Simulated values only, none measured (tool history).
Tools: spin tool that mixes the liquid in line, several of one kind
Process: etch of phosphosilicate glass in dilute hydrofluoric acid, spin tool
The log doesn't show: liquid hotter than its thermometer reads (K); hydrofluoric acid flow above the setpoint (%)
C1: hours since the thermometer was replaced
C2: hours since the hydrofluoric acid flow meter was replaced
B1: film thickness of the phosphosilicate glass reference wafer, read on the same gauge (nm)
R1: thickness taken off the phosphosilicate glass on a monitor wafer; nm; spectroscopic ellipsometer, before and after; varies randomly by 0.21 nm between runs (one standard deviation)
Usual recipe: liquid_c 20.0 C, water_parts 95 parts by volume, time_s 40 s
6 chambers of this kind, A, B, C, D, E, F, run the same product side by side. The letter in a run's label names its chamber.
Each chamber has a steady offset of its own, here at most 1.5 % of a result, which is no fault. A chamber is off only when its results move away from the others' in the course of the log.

run 1A hour=2.5 | liquid_c=20.0 water_parts=95 time_s=40 | C1=754.9 C2=121.4 | B1=149.98 | R1=39.039
-- hour=2.6 chamber B: hydrofluoric acid flow meter replaced
run 2E hour=5.8 | liquid_c=20.0 water_parts=95 time_s=40 | C1=200.1 C2=176.6 | B1=149.99 | R1=38.708
run 3F hour=9.7 | liquid_c=20.0 water_parts=95 time_s=40 | C1=247.8 C2=1292.3 | B1=150.01 | R1=39.174
run 4C hour=14.0 | liquid_c=20.0 water_parts=95 time_s=40 | C1=363.5 C2=436.4 | B1=149.99 | R1=38.641
run 5D hour=16.3 | liquid_c=20.0 water_parts=95 time_s=40 | C1=578.9 C2=724.0 | B1=150.00 | R1=38.696
run 6B hour=18.3 | liquid_c=20.0 water_parts=95 time_s=40 | C1=665.9 C2=15.7 | B1=149.97 | R1=39.586
run 7D hour=22.4 | liquid_c=20.0 water_parts=95 time_s=40 | C1=585.0 C2=730.1 | B1=150.03 | R1=38.391
run 8F hour=24.8 | liquid_c=20.0 water_parts=95 time_s=40 | C1=262.9 C2=1307.4 | B1=150.00 | R1=39.221
run 9B hour=28.3 | liquid_c=20.0 water_parts=95 time_s=40 | C1=675.9 C2=25.7 | B1=149.98 | R1=38.980
run 10E hour=31.1 | liquid_c=20.0 water_parts=95 time_s=40 | C1=225.4 C2=201.9 | B1=150.01 | R1=39.098
run 11A hour=34.6 | liquid_c=20.0 water_parts=75 time_s=40 | C1=787.0 C2=153.5 | B1=150.00 | R1=50.377
run 12C hour=36.8 | liquid_c=20.0 water_parts=75 time_s=40 | C1=386.3 C2=459.2 | B1=149.99 | R1=50.135
run 13E hour=39.0 | liquid_c=20.0 water_parts=75 time_s=40 | C1=233.3 C2=209.8 | B1=150.00 | R1=49.899
run 14B hour=41.0 | liquid_c=20.0 water_parts=75 time_s=40 | C1=688.6 C2=38.4 | B1=150.00 | R1=50.892
run 15D hour=44.2 | liquid_c=20.0 water_parts=75 time_s=40 | C1=606.8 C2=751.9 | B1=149.99 | R1=50.234
run 16C hour=47.2 | liquid_c=20.0 water_parts=75 time_s=40 | C1=396.7 C2=469.6 | B1=150.01 | R1=50.286
run 17F hour=51.0 | liquid_c=20.0 water_parts=95 time_s=40 | C1=289.1 C2=1333.6 | B1=150.01 | R1=39.434
run 18A hour=54.3 | liquid_c=20.0 water_parts=95 time_s=40 | C1=806.7 C2=173.2 | B1=150.01 | R1=39.202
run 19B hour=58.6 | liquid_c=20.0 water_parts=95 time_s=40 | C1=706.2 C2=56.0 | B1=150.03 | R1=39.398
run 20C hour=61.2 | liquid_c=20.0 water_parts=95 time_s=40 | C1=410.7 C2=483.6 | B1=149.98 | R1=38.327
run 21E hour=63.9 | liquid_c=20.0 water_parts=95 time_s=40 | C1=258.2 C2=234.7 | B1=150.00 | R1=38.730
run 22A hour=65.8 | liquid_c=20.0 water_parts=95 time_s=40 | C1=818.2 C2=184.7 | B1=150.01 | R1=39.151
run 23F hour=68.8 | liquid_c=20.0 water_parts=95 time_s=40 | C1=306.9 C2=1351.4 | B1=150.00 | R1=40.214
run 24D hour=70.9 | liquid_c=20.0 water_parts=95 time_s=40 | C1=633.5 C2=778.6 | B1=150.01 | R1=38.089
run 25E hour=74.2 | liquid_c=20.0 water_parts=95 time_s=40 | C1=268.5 C2=245.0 | B1=150.00 | R1=39.047
run 26F hour=77.9 | liquid_c=20.0 water_parts=95 time_s=40 | C1=316.0 C2=1360.5 | B1=149.97 | R1=39.997
run 27A hour=80.1 | liquid_c=20.0 water_parts=95 time_s=40 | C1=832.5 C2=199.0 | B1=150.03 | R1=39.061
run 28D hour=83.5 | liquid_c=20.0 water_parts=45 time_s=40 | C1=646.1 C2=791.2 | B1=150.03 | R1=87.348
run 29C hour=87.1 | liquid_c=20.0 water_parts=45 time_s=40 | C1=436.6 C2=509.5 | B1=149.98 | R1=87.802
run 30B hour=90.5 | liquid_c=20.0 water_parts=45 time_s=40 | C1=738.1 C2=87.9 | B1=149.99 | R1=88.454
run 31B hour=93.6 | liquid_c=20.0 water_parts=45 time_s=40 | C1=741.2 C2=91.0 | B1=149.99 | R1=88.439
run 32F hour=97.5 | liquid_c=20.0 water_parts=45 time_s=40 | C1=335.6 C2=1380.1 | B1=149.99 | R1=89.019
run 33A hour=101.0 | liquid_c=20.0 water_parts=45 time_s=40 | C1=853.4 C2=219.9 | B1=150.00 | R1=87.072
run 34D hour=103.6 | liquid_c=20.0 water_parts=95 time_s=40 | C1=666.2 C2=811.3 | B1=150.01 | R1=38.565
run 35C hour=106.9 | liquid_c=17.5 water_parts=50 time_s=40 | C1=456.4 C2=529.3 | B1=150.02 | R1=71.253
run 36E hour=108.9 | liquid_c=17.5 water_parts=50 time_s=40 | C1=303.2 C2=279.7 | B1=149.97 | R1=69.897
run 37D hour=112.2 | liquid_c=17.5 water_parts=50 time_s=40 | C1=674.8 C2=819.9 | B1=150.00 | R1=70.438
run 38A hour=115.4 | liquid_c=17.5 water_parts=50 time_s=40 | C1=867.8 C2=234.3 | B1=149.99 | R1=69.770
run 39F hour=118.9 | liquid_c=17.5 water_parts=50 time_s=40 | C1=357.0 C2=1401.5 | B1=149.98 | R1=72.765
run 40B hour=121.8 | liquid_c=17.5 water_parts=50 time_s=40 | C1=769.4 C2=119.2 | B1=150.03 | R1=70.766
run 41E hour=126.0 | liquid_c=20.0 water_parts=95 time_s=40 | C1=320.3 C2=296.8 | B1=150.01 | R1=38.982
run 42C hour=128.0 | liquid_c=23.5 water_parts=95 time_s=60 | C1=477.5 C2=550.4 | B1=150.00 | R1=66.674

Next, every chamber runs the same settings. What will each give?
run 43A hour=131.1 | liquid_c=17.5 water_parts=95 time_s=40 | R1=?
run 43B hour=131.1 | liquid_c=17.5 water_parts=95 time_s=40 | R1=?
run 43C hour=131.1 | liquid_c=17.5 water_parts=95 time_s=40 | R1=?
run 43D hour=131.1 | liquid_c=17.5 water_parts=95 time_s=40 | R1=?
run 43E hour=131.1 | liquid_c=17.5 water_parts=95 time_s=40 | R1=?
run 43F hour=131.1 | liquid_c=17.5 water_parts=95 time_s=40 | R1=?

run=43A R1=35.124
run=43B R1=35.852
run=43C R1=35.016
run=43D R1=34.601
run=43E R1=34.944
run=43F R1=36.658
